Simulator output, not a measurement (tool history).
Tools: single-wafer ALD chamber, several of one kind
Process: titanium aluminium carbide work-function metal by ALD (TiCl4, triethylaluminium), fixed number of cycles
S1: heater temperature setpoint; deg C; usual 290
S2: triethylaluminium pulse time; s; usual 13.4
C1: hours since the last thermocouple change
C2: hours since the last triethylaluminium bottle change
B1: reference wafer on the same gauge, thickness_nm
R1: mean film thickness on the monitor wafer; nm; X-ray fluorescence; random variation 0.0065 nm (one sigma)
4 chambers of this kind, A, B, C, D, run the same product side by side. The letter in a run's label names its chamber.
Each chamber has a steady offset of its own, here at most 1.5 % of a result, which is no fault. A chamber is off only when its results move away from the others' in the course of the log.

run 1B hour=2.6 | S1=290 S2=13.4 | C1=741.5 C2=418.5 | B1=1.879 | R1=1.9807
run 2D hour=6.4 | S1=290 S2=13.4 | C1=805.8 C2=733.6 | B1=1.8794 | R1=1.9783
run 3A hour=8.5 | S1=290 S2=13.4 | C1=409.2 C2=260.4 | B1=1.8815 | R1=1.9532
run 4C hour=12.8 | S1=290 S2=13.4 | C1=2785 C2=153.3 | B1=1.8798 | R1=1.9499
run 5A hour=16 | S1=298 S2=18.19 | C1=416.7 C2=267.9 | B1=1.8782 | R1=2.0656
run 6B hour=19.8 | S1=298 S2=18.19 | C1=758.7 C2=435.7 | B1=1.8797 | R1=2.0646
run 7C hour=22 | S1=298 S2=18.19 | C1=2794.2 C2=162.5 | B1=1.8793 | R1=2.0285
run 8D hour=26.8 | S1=298 S2=18.19 | C1=826.2 C2=754 | B1=1.8801 | R1=2.0589
run 9A hour=29 | S1=290 S2=13.4 | C1=429.7 C2=280.9 | B1=1.8819 | R1=1.9619
run 10D hour=33.5 | S1=290 S2=13.4 | C1=832.9 C2=760.7 | B1=1.8792 | R1=1.9603
run 11C hour=38.2 | S1=290 S2=13.4 | C1=2810.4 C2=178.7 | B1=1.8784 | R1=1.9368
run 12B hour=41.5 | S1=290 S2=13.4 | C1=780.4 C2=457.4 | B1=1.8803 | R1=1.9824
-- hour=44.8 chamber C: thermocouple changed; heater temperature recalibrated
run 13D hour=45 | S1=284 S2=17.54 | C1=844.4 C2=772.2 | B1=1.8807 | R1=1.9241
run 14C hour=49.6 | S1=284 S2=17.54 | C1=4.9 C2=190.1 | B1=1.8795 | R1=1.9069
run 15B hour=51.9 | S1=284 S2=17.54 | C1=790.8 C2=467.8 | B1=1.8807 | R1=1.9485
run 16A hour=56.6 | S1=284 S2=17.54 | C1=457.3 C2=308.5 | B1=1.8796 | R1=1.9252
run 17A hour=59 | S1=290 S2=13.4 | C1=459.7 C2=310.9 | B1=1.8805 | R1=1.9644
run 18C hour=62.7 | S1=290 S2=9.82 | C1=18 C2=203.2 | B1=1.8796 | R1=1.8974
run 19B hour=65.7 | S1=290 S2=9.82 | C1=804.6 C2=481.6 | B1=1.88 | R1=1.9357
run 20D hour=69.8 | S1=290 S2=9.82 | C1=869.2 C2=797 | B1=1.8808 | R1=1.916
-- hour=71.5 chamber D: thermocouple changed; heater temperature recalibrated
run 21D hour=73.4 | S1=290 S2=9.82 | C1=1.9 C2=800.6 | B1=1.8784 | R1=1.9664
run 22B hour=76.2 | S1=290 S2=13.4 | C1=815.1 C2=492.1 | B1=1.8815 | R1=1.9966
run 23C hour=80.1 | S1=290 S2=13.4 | C1=35.4 C2=220.6 | B1=1.8809 | R1=1.9514
run 24A hour=83.5 | S1=290 S2=13.4 | C1=484.2 C2=335.4 | B1=1.881 | R1=1.9563
run 25D hour=87.7 | S1=290 S2=13.4 | C1=16.2 C2=814.9 | B1=1.8789 | R1=2.022
run 26B hour=90.4 | S1=290 S2=13.4 | C1=829.3 C2=506.3 | B1=1.8795 | R1=1.9806
run 27A hour=94.1 | S1=277 S2=16.62 | C1=494.8 C2=346 | B1=1.8788 | R1=1.8726
run 28C hour=96.4 | S1=277 S2=16.62 | C1=51.7 C2=236.9 | B1=1.8789 | R1=1.844
run 29A hour=101.1 | S1=277 S2=16.62 | C1=501.8 C2=353 | B1=1.88 | R1=1.8592
run 30B hour=103.7 | S1=277 S2=16.62 | C1=842.6 C2=519.6 | B1=1.8807 | R1=1.8795
run 31C hour=107.9 | S1=290 S2=13.4 | C1=63.2 C2=248.4 | B1=1.8804 | R1=1.9505
run 32D hour=110.4 | S1=281 S2=15.14 | C1=38.9 C2=837.6 | B1=1.8809 | R1=1.9549
run 33A hour=114.6 | S1=281 S2=15.14 | C1=515.3 C2=366.5 | B1=1.8797 | R1=1.8969
run 34B hour=117.1 | S1=281 S2=15.14 | C1=856 C2=533 | B1=1.8811 | R1=1.9112
run 35D hour=120.8 | S1=281 S2=15.14 | C1=49.3 C2=848 | B1=1.8798 | R1=1.9405
run 36C hour=123.9 | S1=290 S2=13.4 | C1=79.2 C2=264.4 | B1=1.8808 | R1=1.9351
run 37B hour=126.7 | S1=290 S2=13.4 | C1=865.6 C2=542.6 | B1=1.8794 | R1=1.9867
run 38C hour=129.5 | S1=290 S2=13.4 | C1=84.8 C2=270 | B1=1.8817 | R1=1.9534
run 39A hour=134.3 | S1=290 S2=13.4 | C1=535 C2=386.2 | B1=1.8787 | R1=1.9796
run 40D hour=138.9 | S1=290 S2=13.4 | C1=67.4 C2=866.1 | B1=1.8801 | R1=2.0202
run 41A hour=143.7 | S1=290 S2=13.4 | C1=544.4 C2=395.6 | B1=1.8806 | R1=1.9593
run 42B hour=146.5 | S1=290 S2=13.4 | C1=885.4 C2=562.4 | B1=1.8796 | R1=1.9795
run 43C hour=149 | S1=290 S2=13.4 | C1=104.3 C2=289.5 | B1=1.8786 | R1=1.946
run 44D hour=152.5 | S1=290 S2=17.78 | C1=81 C2=879.7 | B1=1.8822 | R1=2.0415

Is one chamber off against the others, does the gauge drift, or is nothing wrong? If a chamber is off, say which, and what the likeliest cause is.

A service left chamber D off against the others.
Cause: wafer temperature above the value expected at the setpoint (K) = 5.2.

Here are 4 candidates for chamber D's next run, each the usual settings with a change, their results left as question marks. Which one brings its results back in line with what the others give on the usual settings?
In line means no further than this from the other chambers' mean on the usual settings: R1 0.023 nm
run 45D-1 hour=156 | S1=300 S2=14.66 | R1=?
run 45D-2 hour=156 | S1=295 S2=14.04 | R1=?
run 45D-3 hour=156 | S1=280 S2=12.14 | R1=?
run 45D-4 hour=156 | S1=285 S2=12.76 | R1=?

The other chambers' mean on the usual settings: R1 1.964 nm
run=45D-1 R1=2.1143
run=45D-2 R1=2.0648
run=45D-3 R1=1.9126
run=45D-4 R1=1.9639
45D-4 brings the chamber back in line.

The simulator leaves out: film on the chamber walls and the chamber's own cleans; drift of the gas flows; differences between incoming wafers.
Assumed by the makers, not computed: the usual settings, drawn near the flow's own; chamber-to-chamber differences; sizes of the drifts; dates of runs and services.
